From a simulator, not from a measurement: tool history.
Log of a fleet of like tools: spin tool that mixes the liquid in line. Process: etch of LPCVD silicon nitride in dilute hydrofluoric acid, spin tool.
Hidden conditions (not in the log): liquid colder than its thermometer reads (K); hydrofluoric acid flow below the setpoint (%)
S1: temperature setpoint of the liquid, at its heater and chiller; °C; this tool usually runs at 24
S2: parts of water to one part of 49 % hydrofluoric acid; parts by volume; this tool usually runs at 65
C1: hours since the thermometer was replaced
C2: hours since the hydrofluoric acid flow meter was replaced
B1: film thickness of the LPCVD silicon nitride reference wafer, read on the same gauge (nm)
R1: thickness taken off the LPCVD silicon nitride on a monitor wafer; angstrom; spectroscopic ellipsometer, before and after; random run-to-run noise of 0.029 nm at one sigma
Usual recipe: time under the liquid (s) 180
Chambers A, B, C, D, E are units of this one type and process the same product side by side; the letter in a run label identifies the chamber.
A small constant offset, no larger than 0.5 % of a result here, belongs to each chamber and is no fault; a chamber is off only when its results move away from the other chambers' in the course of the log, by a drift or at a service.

{"run": "1B", "day": 0.117, "S1": 24, "S2": 65, "time under the liquid (s)": 180, "C1": 152.2, "C2": 71.8, "B1": 29.979, "R1": 13.191}
{"run": "2E", "day": 0.288, "S1": 24, "S2": 65, "time under the liquid (s)": 180, "C1": 442.3, "C2": 395.8, "B1": 30.021, "R1": 12.968}
{"run": "3D", "day": 0.471, "S1": 24, "S2": 65, "time under the liquid (s)": 180, "C1": 28.2, "C2": 1318.4, "B1": 30.007, "R1": 13.759}
{"run": "4C", "day": 0.688, "S1": 24, "S2": 65, "time under the liquid (s)": 180, "C1": 261, "C2": 152.1, "B1": 29.967, "R1": 12.979}
{"run": "5A", "day": 0.792, "S1": 24, "S2": 65, "time under the liquid (s)": 180, "C1": 1247.8, "C2": 541.9, "B1": 29.974, "R1": 12.573}
{"run": "6C", "day": 0.983, "S1": 24, "S2": 65, "time under the liquid (s)": 180, "C1": 268.1, "C2": 159.2, "B1": 29.987, "R1": 13.612}
{"run": "7A", "day": 1.108, "S1": 24, "S2": 65, "time under the liquid (s)": 180, "C1": 1255.4, "C2": 549.5, "B1": 29.968, "R1": 12.883}
{"run": "8B", "day": 1.246, "S1": 24, "S2": 35, "time under the liquid (s)": 180, "C1": 179.3, "C2": 98.9, "B1": 29.983, "R1": 23.38}
{"run": "9D", "day": 1.425, "S1": 24, "S2": 35, "time under the liquid (s)": 180, "C1": 51.1, "C2": 1341.3, "B1": 30.017, "R1": 23.871}
{"run": "10E", "day": 1.596, "S1": 24, "S2": 35, "time under the liquid (s)": 180, "C1": 473.7, "C2": 427.2, "B1": 30.023, "R1": 24.348}
{"run": "11B", "day": 1.775, "S1": 24, "S2": 35, "time under the liquid (s)": 180, "C1": 192, "C2": 111.6, "B1": 30.011, "R1": 23.427}
{"run": "12A", "day": 1.942, "S1": 24, "S2": 35, "time under the liquid (s)": 180, "C1": 1275.4, "C2": 569.5, "B1": 30.032, "R1": 24.052}
{"run": "13D", "day": 2.062, "S1": 24, "S2": 65, "time under the liquid (s)": 80, "C1": 66.4, "C2": 1356.6, "B1": 29.982, "R1": 5.761}
{"run": "14E", "day": 2.242, "S1": 24, "S2": 65, "time under the liquid (s)": 80, "C1": 489.2, "C2": 442.7, "B1": 29.966, "R1": 5.7975}
{"run": "15C", "day": 2.367, "S1": 24, "S2": 65, "time under the liquid (s)": 80, "C1": 301.3, "C2": 192.4, "B1": 30, "R1": 5.8499}
{"run": "16E", "day": 2.579, "S1": 24, "S2": 65, "time under the liquid (s)": 80, "C1": 497.3, "C2": 450.8, "B1": 30.016, "R1": 5.9375}
{"run": "17B", "day": 2.788, "S1": 24, "S2": 65, "time under the liquid (s)": 80, "C1": 216.3, "C2": 135.9, "B1": 29.947, "R1": 5.3814}
{"run": "18A", "day": 2.917, "S1": 24, "S2": 65, "time under the liquid (s)": 180, "C1": 1298.8, "C2": 592.9, "B1": 29.968, "R1": 13.016}
{"run": "19C", "day": 3.05, "S1": 24, "S2": 65, "time under the liquid (s)": 180, "C1": 317.7, "C2": 208.8, "B1": 29.97, "R1": 12.981}
{"run": "20D", "day": 3.171, "S1": 24, "S2": 65, "time under the liquid (s)": 180, "C1": 93, "C2": 1383.2, "B1": 29.996, "R1": 13.141}
{"run": "21D", "day": 3.379, "S1": 27, "S2": 65, "time under the liquid (s)": 220, "C1": 98, "C2": 1388.2, "B1": 29.994, "R1": 20.049}
{"run": "22B", "day": 3.562, "S1": 27, "S2": 65, "time under the liquid (s)": 220, "C1": 234.9, "C2": 154.5, "B1": 29.981, "R1": 17.5}
{"run": "23C", "day": 3.767, "S1": 27, "S2": 65, "time under the liquid (s)": 220, "C1": 334.9, "C2": 226, "B1": 30.001, "R1": 19.407}
{"run": "24A", "day": 3.921, "S1": 27, "S2": 65, "time under the liquid (s)": 220, "C1": 1322.9, "C2": 617, "B1": 29.983, "R1": 18.916}
{"run": "25E", "day": 4.121, "S1": 27, "S2": 65, "time under the liquid (s)": 220, "C1": 534.3, "C2": 487.8, "B1": 29.994, "R1": 20.297}
{"run": "26D", "day": 4.321, "S1": 24, "S2": 65, "time under the liquid (s)": 180, "C1": 120.6, "C2": 1410.8, "B1": 30.008, "R1": 13.278}
{"run": "27E", "day": 4.529, "S1": 24, "S2": 65, "time under the liquid (s)": 180, "C1": 544.1, "C2": 497.6, "B1": 29.985, "R1": 13.464}
{"run": "28B", "day": 4.696, "S1": 24, "S2": 65, "time under the liquid (s)": 180, "C1": 262.1, "C2": 181.7, "B1": 30.002, "R1": 11.405}
{"run": "29C", "day": 4.829, "S1": 24, "S2": 65, "time under the liquid (s)": 180, "C1": 360.4, "C2": 251.5, "B1": 30.018, "R1": 12.774}
{"run": "30A", "day": 4.933, "S1": 24, "S2": 65, "time under the liquid (s)": 180, "C1": 1347.2, "C2": 641.3, "B1": 29.986, "R1": 12.914}
{"run": "31A", "day": 5.121, "S1": 24, "S2": 65, "time under the liquid (s)": 180, "C1": 1351.7, "C2": 645.8, "B1": 30.031, "R1": 13.548}
{"run": "32D", "day": 5.325, "S1": 24, "S2": 65, "time under the liquid (s)": 180, "C1": 144.7, "C2": 1434.9, "B1": 29.99, "R1": 13.717}

Is one chamber off against the others, does the gauge drift, or is nothing wrong? If a chamber is off, say which, and what the likeliest cause is.

Little by little, chamber B moves away from the other chambers.
Most likely cause: liquid colder than its thermometer reads (K) = 2.12.
The log may not separate it from: hydrofluoric acid flow below the setpoint (%).

Below are 4 candidate recipes for chamber B's next run, each the usual settings with a change, their results shown as question marks. Which of them brings B's results back in line with what the other chambers give on the usual settings?
Maximum distance from the other chambers' mean on the usual settings for a result to count as in line: R1 1 angstrom
{"run": "33B-1", "day": 5.479, "S1": 22, "S2": 65, "time under the liquid (s)": 180, "R1": "?"}
{"run": "33B-2", "day": 5.479, "S1": 28, "S2": 65, "time under the liquid (s)": 180, "R1": "?"}
{"run": "33B-3", "day": 5.479, "S1": 26, "S2": 65, "time under the liquid (s)": 180, "R1": "?"}
{"run": "33B-4", "day": 5.479, "S1": 23.5, "S2": 70, "time under the liquid (s)": 155, "R1": "?"}

The other chambers' mean on the usual settings: R1 13.042 angstrom
run=33B-1 R1=10.074
run=33B-2 R1=15.048
run=33B-3 R1=13.191
run=33B-4 R1=8.9484
The answer is 33B-3, which returns the chamber to within the allowed miss of the others.
